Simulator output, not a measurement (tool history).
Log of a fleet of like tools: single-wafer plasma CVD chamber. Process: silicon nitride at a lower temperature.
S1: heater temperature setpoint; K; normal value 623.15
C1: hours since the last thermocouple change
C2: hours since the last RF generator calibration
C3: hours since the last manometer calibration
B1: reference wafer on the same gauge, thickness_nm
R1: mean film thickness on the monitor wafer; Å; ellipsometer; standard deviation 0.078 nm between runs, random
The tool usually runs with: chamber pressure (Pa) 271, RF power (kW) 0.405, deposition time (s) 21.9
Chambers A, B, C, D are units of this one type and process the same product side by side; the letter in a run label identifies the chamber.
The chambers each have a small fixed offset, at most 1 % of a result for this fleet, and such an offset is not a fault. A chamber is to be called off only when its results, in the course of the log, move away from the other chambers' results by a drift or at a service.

{"run": "1B", "hour": 8.8, "S1": 623.15, "chamber pressure (Pa)": 271, "RF power (kW)": 0.405, "deposition time (s)": 21.9, "C1": 904.7, "C2": 138.5, "C3": 563.3, "B1": 39.528, "R1": 329.89}
{"run": "2C", "hour": 18.3, "S1": 623.15, "chamber pressure (Pa)": 271, "RF power (kW)": 0.405, "deposition time (s)": 21.9, "C1": 915.5, "C2": 570.4, "C3": 758.9, "B1": 39.517, "R1": 331.74}
{"run": "3A", "hour": 24.1, "S1": 623.15, "chamber pressure (Pa)": 271, "RF power (kW)": 0.405, "deposition time (s)": 21.9, "C1": 41.6, "C2": 304.6, "C3": 780.4, "B1": 39.508, "R1": 330.88}
{"run": "4D", "hour": 29.1, "S1": 623.15, "chamber pressure (Pa)": 271, "RF power (kW)": 0.405, "deposition time (s)": 21.9, "C1": 2954.4, "C2": 626.2, "C3": 590.2, "B1": 39.502, "R1": 335.03}
{"run": "5D", "hour": 38.5, "S1": 623.15, "chamber pressure (Pa)": 271, "RF power (kW)": 0.405, "deposition time (s)": 24.4, "C1": 2963.8, "C2": 635.6, "C3": 599.6, "B1": 39.51, "R1": 369.55}
{"run": "6B", "hour": 44.1, "S1": 623.15, "chamber pressure (Pa)": 271, "RF power (kW)": 0.405, "deposition time (s)": 24.4, "C1": 940, "C2": 173.8, "C3": 598.6, "B1": 39.493, "R1": 367.12}
{"run": "7A", "hour": 53.1, "S1": 623.15, "chamber pressure (Pa)": 271, "RF power (kW)": 0.405, "deposition time (s)": 24.4, "C1": 70.6, "C2": 333.6, "C3": 809.4, "B1": 39.523, "R1": 370.86}
{"run": "8C", "hour": 59.6, "S1": 623.15, "chamber pressure (Pa)": 271, "RF power (kW)": 0.405, "deposition time (s)": 24.4, "C1": 956.8, "C2": 611.7, "C3": 800.2, "B1": 39.481, "R1": 370.78}
{"run": "9D", "hour": 64.8, "S1": 623.15, "chamber pressure (Pa)": 271, "RF power (kW)": 0.405, "deposition time (s)": 21.9, "C1": 2990.1, "C2": 661.9, "C3": 625.9, "B1": 39.514, "R1": 333.08}
{"run": "10A", "hour": 70.1, "S1": 623.15, "chamber pressure (Pa)": 271, "RF power (kW)": 0.405, "deposition time (s)": 21.9, "C1": 87.6, "C2": 350.6, "C3": 826.4, "B1": 39.513, "R1": 332.08}
{"run": "11B", "hour": 77.7, "S1": 623.15, "chamber pressure (Pa)": 271, "RF power (kW)": 0.405, "deposition time (s)": 21.9, "C1": 973.6, "C2": 207.4, "C3": 632.2, "B1": 39.502, "R1": 330.4}
{"run": "12C", "hour": 87.9, "S1": 636.15, "chamber pressure (Pa)": 271, "RF power (kW)": 0.405, "deposition time (s)": 21.9, "C1": 985.1, "C2": 640, "C3": 828.5, "B1": 39.49, "R1": 331}
{"run": "13A", "hour": 92.8, "S1": 636.15, "chamber pressure (Pa)": 271, "RF power (kW)": 0.405, "deposition time (s)": 21.9, "C1": 110.3, "C2": 373.3, "C3": 849.1, "B1": 39.48, "R1": 331.05}
{"run": "14C", "hour": 101.6, "S1": 636.15, "chamber pressure (Pa)": 271, "RF power (kW)": 0.405, "deposition time (s)": 21.9, "C1": 998.8, "C2": 653.7, "C3": 842.2, "B1": 39.5, "R1": 331}
{"run": "15B", "hour": 108.0, "S1": 636.15, "chamber pressure (Pa)": 271, "RF power (kW)": 0.405, "deposition time (s)": 21.9, "C1": 1003.9, "C2": 237.7, "C3": 662.5, "B1": 39.49, "R1": 328.13}
{"run": "16D", "hour": 115.3, "S1": 623.15, "chamber pressure (Pa)": 271, "RF power (kW)": 0.405, "deposition time (s)": 21.9, "C1": 3040.6, "C2": 712.4, "C3": 676.4, "B1": 39.494, "R1": 333.77}
{"run": "17A", "hour": 120.1, "S1": 623.15, "chamber pressure (Pa)": 271, "RF power (kW)": 0.405, "deposition time (s)": 21.9, "C1": 137.6, "C2": 400.6, "C3": 876.4, "B1": 39.503, "R1": 331.16}
{"run": "18C", "hour": 129.0, "S1": 623.15, "chamber pressure (Pa)": 271, "RF power (kW)": 0.47, "deposition time (s)": 21.9, "C1": 1026.2, "C2": 681.1, "C3": 869.6, "B1": 39.481, "R1": 364.6}
{"run": "19B", "hour": 137.5, "S1": 623.15, "chamber pressure (Pa)": 271, "RF power (kW)": 0.47, "deposition time (s)": 21.9, "C1": 1033.4, "C2": 267.2, "C3": 692, "B1": 39.483, "R1": 361.53}
{"run": "20D", "hour": 145.7, "S1": 623.15, "chamber pressure (Pa)": 271, "RF power (kW)": 0.47, "deposition time (s)": 21.9, "C1": 3071, "C2": 742.8, "C3": 706.8, "B1": 39.508, "R1": 362.54}
{"run": "21A", "hour": 155.3, "S1": 623.15, "chamber pressure (Pa)": 271, "RF power (kW)": 0.47, "deposition time (s)": 21.9, "C1": 172.8, "C2": 435.8, "C3": 911.6, "B1": 39.502, "R1": 362.83}
{"run": "22C", "hour": 163.8, "S1": 623.15, "chamber pressure (Pa)": 271, "RF power (kW)": 0.405, "deposition time (s)": 21.9, "C1": 1061, "C2": 715.9, "C3": 904.4, "B1": 39.505, "R1": 332.55}
{"run": "23B", "hour": 169.6, "S1": 623.15, "chamber pressure (Pa)": 271, "RF power (kW)": 0.405, "deposition time (s)": 21.9, "C1": 1065.5, "C2": 299.3, "C3": 724.1, "B1": 39.477, "R1": 329.74}
{"run": "24D", "hour": 174.3, "S1": 623.15, "chamber pressure (Pa)": 271, "RF power (kW)": 0.405, "deposition time (s)": 21.9, "C1": 3099.6, "C2": 771.4, "C3": 735.4, "B1": 39.507, "R1": 333.78}
{"run": "25D", "hour": 181.4, "S1": 623.15, "chamber pressure (Pa)": 271, "RF power (kW)": 0.405, "deposition time (s)": 21.9, "C1": 3106.7, "C2": 778.5, "C3": 742.5, "B1": 39.494, "R1": 331.87}
{"run": "26B", "hour": 188.6, "S1": 623.15, "chamber pressure (Pa)": 271, "RF power (kW)": 0.405, "deposition time (s)": 21.9, "C1": 1084.5, "C2": 318.3, "C3": 743.1, "B1": 39.489, "R1": 328.54}
{"run": "27A", "hour": 197.9, "S1": 623.15, "chamber pressure (Pa)": 271, "RF power (kW)": 0.405, "deposition time (s)": 21.9, "C1": 215.4, "C2": 478.4, "C3": 954.2, "B1": 39.534, "R1": 333.1}
{"hour": 200.9, "done": "chamber D: thermocouple changed; heater temperature recalibrated"}
{"run": "28C", "hour": 203.6, "S1": 623.15, "chamber pressure (Pa)": 271, "RF power (kW)": 0.405, "deposition time (s)": 21.9, "C1": 1100.8, "C2": 755.7, "C3": 944.2, "B1": 39.538, "R1": 332.86}
{"run": "29D", "hour": 209.0, "S1": 623.15, "chamber pressure (Pa)": 271, "RF power (kW)": 0.405, "deposition time (s)": 21.9, "C1": 8.2, "C2": 806.1, "C3": 770.1, "B1": 39.486, "R1": 332.11}
{"run": "30B", "hour": 219.0, "S1": 623.15, "chamber pressure (Pa)": 271, "RF power (kW)": 0.405, "deposition time (s)": 21.9, "C1": 1114.9, "C2": 348.7, "C3": 773.5, "B1": 39.498, "R1": 327.76}
{"run": "31C", "hour": 225.6, "S1": 623.15, "chamber pressure (Pa)": 271, "RF power (kW)": 0.405, "deposition time (s)": 21.9, "C1": 1122.8, "C2": 777.7, "C3": 966.2, "B1": 39.491, "R1": 333.46}
{"run": "32A", "hour": 234.1, "S1": 623.15, "chamber pressure (Pa)": 271, "RF power (kW)": 0.405, "deposition time (s)": 21.9, "C1": 251.6, "C2": 514.6, "C3": 990.4, "B1": 39.521, "R1": 333.81}
{"run": "33A", "hour": 240.4, "S1": 623.15, "chamber pressure (Pa)": 239, "RF power (kW)": 0.44, "deposition time (s)": 21.9, "C1": 257.9, "C2": 520.9, "C3": 996.7, "B1": 39.499, "R1": 336.24}
{"run": "34B", "hour": 247.4, "S1": 623.15, "chamber pressure (Pa)": 239, "RF power (kW)": 0.44, "deposition time (s)": 21.9, "C1": 1143.3, "C2": 377.1, "C3": 801.9, "B1": 39.487, "R1": 335.96}
{"run": "35C", "hour": 256.0, "S1": 623.15, "chamber pressure (Pa)": 239, "RF power (kW)": 0.44, "deposition time (s)": 21.9, "C1": 1153.2, "C2": 808.1, "C3": 996.6, "B1": 39.486, "R1": 337.77}
{"run": "36D", "hour": 264.1, "S1": 623.15, "chamber pressure (Pa)": 239, "RF power (kW)": 0.44, "deposition time (s)": 21.9, "C1": 63.3, "C2": 861.2, "C3": 825.2, "B1": 39.467, "R1": 337.23}
{"run": "37B", "hour": 272.5, "S1": 623.15, "chamber pressure (Pa)": 271, "RF power (kW)": 0.405, "deposition time (s)": 21.9, "C1": 1168.4, "C2": 402.2, "C3": 827, "B1": 39.52, "R1": 329.05}
{"hour": 274.4, "done": "chamber D: RF generator calibrated"}
{"run": "38C", "hour": 280.8, "S1": 623.15, "chamber pressure (Pa)": 271, "RF power (kW)": 0.405, "deposition time (s)": 21.9, "C1": 1178, "C2": 832.9, "C3": 1021.4, "B1": 39.509, "R1": 332.51}
{"run": "39D", "hour": 287.7, "S1": 623.15, "chamber pressure (Pa)": 271, "RF power (kW)": 0.405, "deposition time (s)": 21.9, "C1": 86.9, "C2": 13.4, "C3": 848.8, "B1": 39.488, "R1": 331.69}
{"run": "40A", "hour": 295.9, "S1": 623.15, "chamber pressure (Pa)": 271, "RF power (kW)": 0.405, "deposition time (s)": 21.9, "C1": 313.4, "C2": 576.4, "C3": 1052.2, "B1": 39.506, "R1": 333.02}
{"run": "41B", "hour": 304.7, "S1": 623.15, "chamber pressure (Pa)": 271, "RF power (kW)": 0.405, "deposition time (s)": 21.9, "C1": 1200.6, "C2": 434.4, "C3": 859.2, "B1": 39.521, "R1": 330.43}

For the next run the whole fleet of 4 chambers uses the same settings. Give each chamber's results:
{"run": "42A", "hour": 312.2, "S1": 623.15, "chamber pressure (Pa)": 271, "RF power (kW)": 0.35, "deposition time (s)": 21.9, "R1": "?"}
{"run": "42B", "hour": 312.2, "S1": 623.15, "chamber pressure (Pa)": 271, "RF power (kW)": 0.35, "deposition time (s)": 21.9, "R1": "?"}
{"run": "42C", "hour": 312.2, "S1": 623.15, "chamber pressure (Pa)": 271, "RF power (kW)": 0.35, "deposition time (s)": 21.9, "R1": "?"}
{"run": "42D", "hour": 312.2, "S1": 623.15, "chamber pressure (Pa)": 271, "RF power (kW)": 0.35, "deposition time (s)": 21.9, "R1": "?"}

run=42A R1=302.82
run=42B R1=299.93
run=42C R1=304.9
run=42D R1=303.13

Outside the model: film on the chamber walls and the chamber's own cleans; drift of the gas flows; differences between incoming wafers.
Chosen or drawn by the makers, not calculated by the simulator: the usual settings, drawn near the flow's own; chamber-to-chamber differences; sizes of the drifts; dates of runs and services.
